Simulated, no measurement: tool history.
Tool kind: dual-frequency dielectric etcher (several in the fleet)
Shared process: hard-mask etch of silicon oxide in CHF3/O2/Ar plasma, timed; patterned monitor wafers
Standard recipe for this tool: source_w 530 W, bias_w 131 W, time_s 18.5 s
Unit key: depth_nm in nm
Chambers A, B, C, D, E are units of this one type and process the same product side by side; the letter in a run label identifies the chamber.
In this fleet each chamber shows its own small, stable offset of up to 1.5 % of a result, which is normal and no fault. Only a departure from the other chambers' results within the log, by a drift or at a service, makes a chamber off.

run     day  source_w  bias_w  time_s  hours since the last wet clean  hours since the last source power generator calibration  hours since the last bias power generator calibration  read-back reference wafer on the same gauge, depth_nm  depth_nm
      0.092  -- chamber B: wet clean of the chamber
 1C   0.546       530     131    18.5                           280.6                                                   3008.2                                                 3595.1                                                 27.401    31.774
 2D   0.871       530     131    18.5                           154.2                                                   1144.6                                                 1180.7                                                 27.404    31.198
 3E   1.171       530     131    18.5                           319.0                                                    674.4                                                 4714.6                                                 27.412    31.415
 4B   1.792       530     131    18.5                            40.8                                                   2145.4                                                 2362.5                                                 27.422    31.394
 5A   2.217       530     106    14.0                            76.1                                                   2406.6                                                 1000.1                                                 27.432    22.327
 6E   2.554       530     106    14.0                           352.2                                                    707.6                                                 4747.8                                                 27.412    22.252
 7A   2.967       530     106    14.0                            94.1                                                   2424.6                                                 1018.1                                                 27.428    22.348
 8C   3.588       530     106    14.0                           353.6                                                   3081.2                                                 3668.1                                                 27.431    22.559
 9B   3.908       530     106    14.0                            91.6                                                   2196.2                                                 2413.3                                                 27.438    22.213
10D   4.512       530     131    15.5                           241.6                                                   1232.0                                                 1268.1                                                 27.444    26.182
11A   4.896       530     131    15.5                           140.4                                                   2470.9                                                 1064.4                                                 27.451    26.382
      5.100  -- chamber A: source power generator calibrated
12D   5.308       530     131    15.5                           260.7                                                   1251.1                                                 1287.2                                                 27.454    26.165
13E   5.633       530     131    15.5                           426.1                                                    781.5                                                 4821.7                                                 27.450    26.403
14C   5.933       530     131    15.5                           409.9                                                   3137.5                                                 3724.4                                                 27.436    26.711
15B   6.496       640     131    18.5                           153.7                                                   2258.3                                                 2475.4                                                 27.451    33.869
16A   7.067       640     131    18.5                           192.5                                                     47.2                                                 1116.5                                                 27.452    34.028
      7.292  -- chamber B: bias power generator calibrated
      7.429  -- chamber C: wet clean of the chamber
17E   7.454       640     131    18.5                           469.8                                                    825.2                                                 4865.4                                                 27.467    33.816
18C   7.850       640     131    18.5                            10.2                                                   3183.5                                                 3770.4                                                 27.465    34.306
19D   8.471       640     131    18.5                           336.6                                                   1327.0                                                 1363.1                                                 27.469    33.606
20B   8.788       530     131    18.5                           208.7                                                   2313.3                                                   35.9                                                 27.473    31.524
21D   9.092       530     104    21.5                           351.5                                                   1341.9                                                 1378.0                                                 27.482    33.904
22C   9.546       530     104    21.5                            50.9                                                   3224.2                                                 3811.1                                                 27.484    34.586
      9.750  -- chamber E: wet clean of the chamber
23B   9.833       530     104    21.5                           233.8                                                   2338.4                                                   61.0                                                 27.484    34.058
24E  10.262       530     104    21.5                            12.3                                                    892.6                                                 4932.8                                                 27.476    34.040
25A  10.796       530     104    21.5                           282.0                                                    136.7                                                 1206.0                                                 27.484    34.148
26D  11.425       530     131    18.5                           407.5                                                   1397.9                                                 1434.0                                                 27.500    31.310
27E  11.708       530     131    18.5                            47.0                                                    927.3                                                 4967.5                                                 27.501    31.445
28B  12.108       530     131    18.5                           288.4                                                   2393.0                                                  115.6                                                 27.496    31.450
29C  12.500       530     131    16.5                           121.8                                                   3295.1                                                 3882.0                                                 27.506    28.474
30A  12.896       530     131    16.5                           332.4                                                    187.1                                                 1256.4                                                 27.500    28.201
31C  13.208       530     131    16.5                           138.8                                                   3312.1                                                 3899.0                                                 27.517    28.525
32E  13.696       530     131    16.5                            94.7                                                    975.0                                                 5015.2                                                 27.523    28.160
33D  14.125       530     131    16.5                           472.3                                                   1462.7                                                 1498.8                                                 27.510    27.930
34A  14.579       530     131    18.5                           372.8                                                    227.5                                                 1296.8                                                 27.522    31.656
35B  15.104       530     131    18.5                           360.3                                                   2464.9                                                  187.5                                                 27.526    31.518
36E  15.388       620     131    18.5                           135.3                                                   1015.6                                                 5055.8                                                 27.529    33.547
     15.404  -- chamber C: source power generator calibrated
37C  15.892       620     131    18.5                           203.2                                                     11.8                                                 3963.4                                                 27.539    33.939
38A  16.471       620     131    18.5                           418.2                                                    272.9                                                 1342.2                                                 27.548    33.663
39B  17.083       620     131    18.5                           407.8                                                   2512.4                                                  235.0                                                 27.551    33.652
     17.254  -- chamber D: wet clean of the chamber
40D  17.429       620     131    18.5                             4.3                                                   1542.0                                                 1578.1                                                 27.548    33.383
41C  17.875       530     131    18.5                           250.8                                                     59.4                                                 4011.0                                                 27.552    31.971

Does one chamber stand apart from the rest, does the shared gauge drift, or is all well apart from small per-chamber offsets? Give the chamber and the most likely cause, where there is one.

None of the chambers is off. What moves is the gauge, dragging all their readings along together.
Most likely cause: gauge reads high (%) = 0.568.
